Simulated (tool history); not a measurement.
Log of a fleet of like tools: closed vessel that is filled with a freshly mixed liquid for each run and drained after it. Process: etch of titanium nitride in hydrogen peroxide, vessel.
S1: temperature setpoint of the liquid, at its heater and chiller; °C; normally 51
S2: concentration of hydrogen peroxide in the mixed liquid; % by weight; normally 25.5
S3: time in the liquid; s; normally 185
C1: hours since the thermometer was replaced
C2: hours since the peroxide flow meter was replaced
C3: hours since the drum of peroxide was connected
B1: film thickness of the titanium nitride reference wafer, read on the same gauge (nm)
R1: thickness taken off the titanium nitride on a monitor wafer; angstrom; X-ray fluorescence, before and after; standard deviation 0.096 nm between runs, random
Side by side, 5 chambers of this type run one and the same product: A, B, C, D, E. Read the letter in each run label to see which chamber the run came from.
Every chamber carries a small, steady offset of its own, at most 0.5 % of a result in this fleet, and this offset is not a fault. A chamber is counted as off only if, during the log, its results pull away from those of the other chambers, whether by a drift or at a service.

run,hour,S1,S2,S3,C1,C2,C3,B1,R1
# hour 1.7: chamber D: new drum of peroxide connected
1C,8.6,51,25.5,185,376.7,182.6,594.0,139.99,108.070
2E,16.0,51,25.5,185,164.2,298.4,19.0,140.00,108.020
3D,22.6,51,25.5,185,350.4,1366.1,20.9,140.00,103.690
4A,30.7,51,25.5,185,439.2,912.9,606.5,139.99,105.040
5B,36.1,51,25.5,185,962.8,1453.9,560.3,140.00,104.340
6B,42.7,51,25.5,185,969.4,1460.5,566.9,140.02,106.290
7A,48.7,51,25.5,185,457.2,930.9,624.5,140.02,104.820
8E,54.7,51,25.5,185,202.9,337.1,57.7,139.99,108.770
9D,64.3,51,25.5,185,392.1,1407.8,62.6,139.98,104.550
10C,75.1,51,25.5,185,443.2,249.1,660.5,139.97,109.260
11A,83.9,51,25.5,185,492.4,966.1,659.7,140.00,106.370
12B,95.3,51,25.5,185,1022.0,1513.1,619.5,140.00,105.120
13D,100.3,51,25.5,185,428.1,1443.8,98.6,140.01,106.290
14C,110.8,51,25.5,185,478.9,284.8,696.2,139.99,107.040
15E,118.9,51,25.5,185,267.1,401.3,121.9,139.98,105.970
16C,128.7,44,22.0,185,496.8,302.7,714.1,139.98,62.587
# hour 132.1: chamber B: new drum of peroxide connected
17E,139.7,44,22.0,185,287.9,422.1,142.7,140.01,61.922
18D,146.7,44,22.0,185,474.5,1490.2,145.0,140.02,62.340
19B,153.2,44,22.0,185,1079.9,1571.0,21.1,140.01,62.113
20A,159.1,44,22.0,185,567.6,1041.3,734.9,139.97,61.494
21B,169.6,51,25.5,185,1096.3,1587.4,37.5,140.02,105.900
22A,175.2,51,25.5,185,583.7,1057.4,751.0,140.04,105.620
23E,181.0,51,25.5,185,329.2,463.4,184.0,139.99,107.250
24C,187.3,51,25.5,185,555.4,361.3,772.7,140.02,106.640
25D,192.7,51,25.5,185,520.5,1536.2,191.0,139.99,111.340
26D,198.9,51,25.5,185,526.7,1542.4,197.2,140.02,110.130
27E,205.1,51,25.5,185,353.3,487.5,208.1,139.98,106.530
28C,213.1,51,25.5,185,581.2,387.1,798.5,139.98,106.590
29A,218.1,51,25.5,235,626.6,1100.3,793.9,140.03,135.660
# hour 220.9: chamber A: new drum of peroxide connected
30B,224.2,51,25.5,235,1150.9,1642.0,92.1,139.99,132.660
31D,231.0,51,25.5,235,558.8,1574.5,229.3,140.01,143.190
32E,241.7,51,25.5,235,389.9,524.1,244.7,140.02,138.370
33B,247.0,51,25.5,235,1173.7,1664.8,114.9,140.01,135.690
34C,253.6,51,25.5,185,621.7,427.6,839.0,139.98,107.470
35A,258.6,51,25.5,185,667.1,1140.8,37.7,140.00,106.270
36B,270.0,51,20.0,185,1196.7,1687.8,137.9,139.98,99.664
37E,275.1,51,20.0,185,423.3,557.5,278.1,140.05,102.440
38D,284.8,51,20.0,185,612.6,1628.3,283.1,140.02,108.600
39A,295.9,51,20.0,185,704.4,1178.1,75.0,140.04,101.840
40C,303.8,51,20.0,185,671.9,477.8,889.2,140.05,99.859
41E,309.2,51,25.5,185,457.4,591.6,312.2,139.98,106.470
# hour 310.9: chamber B: thermometer replaced
42B,317.6,51,25.5,185,6.8,1735.4,185.5,140.00,106.310
43A,328.9,51,25.5,185,737.4,1211.1,108.0,140.00,105.730

One chamber off, gauge drift, or nothing amiss beyond the chambers' own small offsets? If it is a chamber, which one, and what is the likeliest cause?

Little by little, chamber D moves away from the other chambers.
Most likely cause: liquid hotter than its thermometer reads (K) = 1.58.

Chamber D could run next with any of the 4 candidate recipes listed below; each alters the usual settings, and their results appear as question marks. Which one brings its results back in line with what the other chambers deliver on the usual settings?
In line here means within this much of the mean the other chambers give on the usual settings: R1 3.300 angstrom
44D-1,337.1,53.0,25.5,200,,,,,?
44D-2,337.1,52.5,25.5,185,,,,,?
44D-3,337.1,51.0,25.5,165,,,,,?
44D-4,337.1,49.0,25.5,170,,,,,?

Usual-settings mean across the other chambers: R1 106.350 angstrom
run,R1
44D-1,147.740
44D-2,132.030
44D-3,105.970
44D-4,94.696
Change 44D-3 lands the chamber within the allowed miss of the other chambers.
